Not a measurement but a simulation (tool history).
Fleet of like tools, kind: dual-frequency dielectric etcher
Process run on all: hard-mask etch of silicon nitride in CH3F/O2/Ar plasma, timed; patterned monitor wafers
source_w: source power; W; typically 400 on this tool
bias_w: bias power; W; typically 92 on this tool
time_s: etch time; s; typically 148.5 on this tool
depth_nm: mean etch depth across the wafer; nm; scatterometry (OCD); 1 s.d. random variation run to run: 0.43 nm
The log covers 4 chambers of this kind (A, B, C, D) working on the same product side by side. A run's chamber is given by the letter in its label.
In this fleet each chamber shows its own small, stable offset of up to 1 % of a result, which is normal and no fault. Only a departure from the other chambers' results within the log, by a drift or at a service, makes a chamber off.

run	hour	source_w	bias_w	time_s	hours since the last wet clean	hours since the last source power generator calibration	hours since the last bias power generator calibration	read-back reference wafer on the same gauge, depth_nm	depth_nm
1D	10.1	400	92	148.5	15.3	703.2	883.6	128.04	113.14
2B	20.9	400	92	148.5	361.7	1063	1084.1	128.02	113.44
3A	31.4	400	92	148.5	329.5	2708.7	877.9	128.06	114.32
4C	36.8	400	92	148.5	127.7	686.5	1182.4	128	113.66
5A	46	400	92	148.5	344.1	2723.3	892.5	128.14	113.33
6B	57	400	92	148.5	397.8	1099.1	1120.2	128.16	113.69
7C	67.1	400	80	190.5	158	716.8	1212.7	128.09	138.16
8D	72.7	400	80	190.5	77.9	765.8	946.2	127.92	137.72
9C	80	400	80	190.5	170.9	729.7	1225.6	127.89	139.84
10B	85.5	400	80	190.5	426.3	1127.6	1148.7	128.04	139.17
11D	96.4	400	92	148.5	101.6	789.5	969.9	127.85	113.03
# hour 100.9: chamber A: wet clean of the chamber
12A	105.5	400	92	148.5	4.6	2782.8	952	128.05	113.77
13B	115.5	400	92	148.5	456.3	1157.6	1178.7	128.1	113.43
14C	125.1	400	99	148.5	216	774.8	1270.7	128.04	115.1
15A	135.7	400	99	148.5	34.8	2813	982.2	127.96	116.75
16D	142.1	400	99	148.5	147.3	835.2	1015.6	127.89	115.71
17B	153	400	99	148.5	493.8	1195.1	1216.2	127.91	115.72
18A	163.4	400	92	148.5	62.5	2840.7	1009.9	128	114.47
19D	170.7	400	92	148.5	175.9	863.8	1044.2	127.94	112.98
20C	178.5	400	92	148.5	269.4	828.2	1324.1	128.04	112.05
21B	186	400	92	148.5	526.8	1228.1	1249.2	128.02	113.86
22C	194.1	400	92	148.5	285	843.8	1339.7	127.96	110.32
# hour 194.2: chamber B: wet clean of the chamber
23A	201.1	400	92	148.5	100.2	2878.4	1047.6	127.99	113.99
24D	211.6	400	92	148.5	216.8	904.7	1085.1	127.91	112.41
25C	220.3	330	92	164	311.2	870	1365.9	127.99	113.73
26B	225.9	330	92	164	31.7	1268	1289.1	127.96	117.19
27D	234	330	92	164	239.2	927.1	1107.5	128.01	116.4
28A	239.9	330	92	164	139	2917.2	1086.4	128.02	117.14
29B	245.5	400	92	148.5	51.3	1287.6	1308.7	127.93	113.08

What goes on in this fleet: one chamber off, a drifting gauge, or nothing beyond the chambers' own small offsets? Name the chamber and the cause, if any.

Little by little, chamber C moves away from the other chambers.
Most likely cause: etch rate under this chamber's usual, % = 3.66.

Which of the 4 candidates below, each the usual settings with something changed and its results left as question marks, puts chamber C back in line with what the other chambers give on the usual settings?
In line means no further than this from the other chambers' mean on the usual settings: depth_nm 1.5 nm
30C-1	253.6	400	91	144					?
30C-2	253.6	400	75	148.5					?
30C-3	253.6	440	92	148.5					?
30C-4	253.6	410	93	157.5					?

What the other chambers average on the usual settings: depth_nm 113.33 nm
run	depth_nm
30C-1	105.91
30C-2	102.11
30C-3	113.56
30C-4	117.8
30C-3 puts the chamber back in line with the other chambers.
